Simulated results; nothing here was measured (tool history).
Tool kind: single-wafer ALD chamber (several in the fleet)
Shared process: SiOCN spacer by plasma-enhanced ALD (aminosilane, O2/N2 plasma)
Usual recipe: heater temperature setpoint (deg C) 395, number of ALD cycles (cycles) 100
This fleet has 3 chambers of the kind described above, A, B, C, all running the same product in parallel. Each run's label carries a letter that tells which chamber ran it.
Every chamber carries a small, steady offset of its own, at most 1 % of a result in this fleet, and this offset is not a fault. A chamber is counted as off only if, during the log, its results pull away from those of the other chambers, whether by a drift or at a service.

| run | hour | heater temperature setpoint (deg C) | number of ALD cycles (cycles) | read-back reference wafer on the same gauge, thickness_nm | mean film thickness on the monitor wafer (nm) |
|---|---|---|---|---|---|
| 1C | 3 | 395 | 100 | 5.1847 | 6.0396 |
| 2A | 5.9 | 395 | 100 | 5.1739 | 5.9925 |
| 3B | 9.6 | 395 | 100 | 5.1809 | 6.0682 |
| 4C | 14.4 | 395 | 100 | 5.1908 | 5.9668 |
| 5A | 17.8 | 395 | 100 | 5.1777 | 6.0109 |
| 6B | 21.9 | 395 | 100 | 5.1835 | 6.0421 |
| 7C | 26 | 395 | 100 | 5.176 | 6.0284 |
| 8B | 30.3 | 395 | 100 | 5.1787 | 5.9851 |
| 9A | 35.8 | 395 | 100 | 5.1885 | 6.0631 |
| 10C | 40.6 | 395 | 100 | 5.1864 | 6.0797 |
| 11A | 43.3 | 402 | 83 | 5.177 | 4.9487 |
| 12B | 47.1 | 402 | 83 | 5.1767 | 4.8967 |
| 13B | 51.1 | 402 | 83 | 5.1801 | 4.9531 |
| 14A | 55.7 | 395 | 100 | 5.1726 | 5.9862 |
| 15C | 59.3 | 395 | 100 | 5.1838 | 6.0777 |
| 16C | 65.1 | 395 | 100 | 5.1706 | 6.0194 |
| 17B | 68 | 395 | 100 | 5.1792 | 6.1001 |
| 18A | 71.9 | 395 | 100 | 5.1754 | 5.9853 |
| 19B | 74.6 | 400 | 119 | 5.1799 | 7.1825 |
| 20C | 80.6 | 400 | 119 | 5.1827 | 7.0642 |
| 21A | 84.2 | 400 | 119 | 5.1767 | 7.1215 |
| 22C | 86.9 | 386 | 107 | 5.1763 | 6.4776 |
| 23B | 91.8 | 386 | 107 | 5.1772 | 6.4848 |
| 24A | 97.7 | 386 | 107 | 5.1847 | 6.4057 |
| 25B | 103.4 | 395 | 100 | 5.1759 | 6.0572 |
| 26C | 107.4 | 395 | 100 | 5.1744 | 6.0454 |
| 27A | 110.6 | 395 | 100 | 5.1822 | 5.9439 |
| 28A | 114 | 395 | 100 | 5.183 | 5.9236 |
| 29B | 118.9 | 395 | 100 | 5.1864 | 6.0551 |
| 30C | 122.2 | 395 | 100 | 5.1907 | 6.0169 |
| 31A | 126.1 | 395 | 100 | 5.1853 | 5.9349 |
| 32C | 130.4 | 395 | 100 | 5.181 | 6.04 |
| 33B | 135.5 | 395 | 100 | 5.1791 | 5.9778 |
| 34C | 140.3 | 395 | 100 | 5.1831 | 6.0438 |
| 35A | 143.1 | 395 | 100 | 5.1811 | 5.9629 |
| 36B | 149.1 | 395 | 100 | 5.1782 | 6.0392 |
| 37B | 152.4 | 388 | 93 | 5.1847 | 5.5746 |
| 38C | 157.5 | 388 | 93 | 5.185 | 5.5865 |
| 39A | 163.2 | 388 | 93 | 5.1752 | 5.5812 |
| 40B | 168.3 | 386 | 119 | 5.1826 | 7.1969 |

All chambers now run identical settings, listed one chamber a line with results as question marks. What results will each chamber show?
| 41A | 172.6 | 395 | 100 |  | ? |
| 41B | 172.6 | 395 | 100 |  | ? |
| 41C | 172.6 | 395 | 100 |  | ? |

| run | mean film thickness on the monitor wafer (nm) |
|---|---|
| 41A | 6.019 |
| 41B | 6.0907 |
| 41C | 6.0543 |
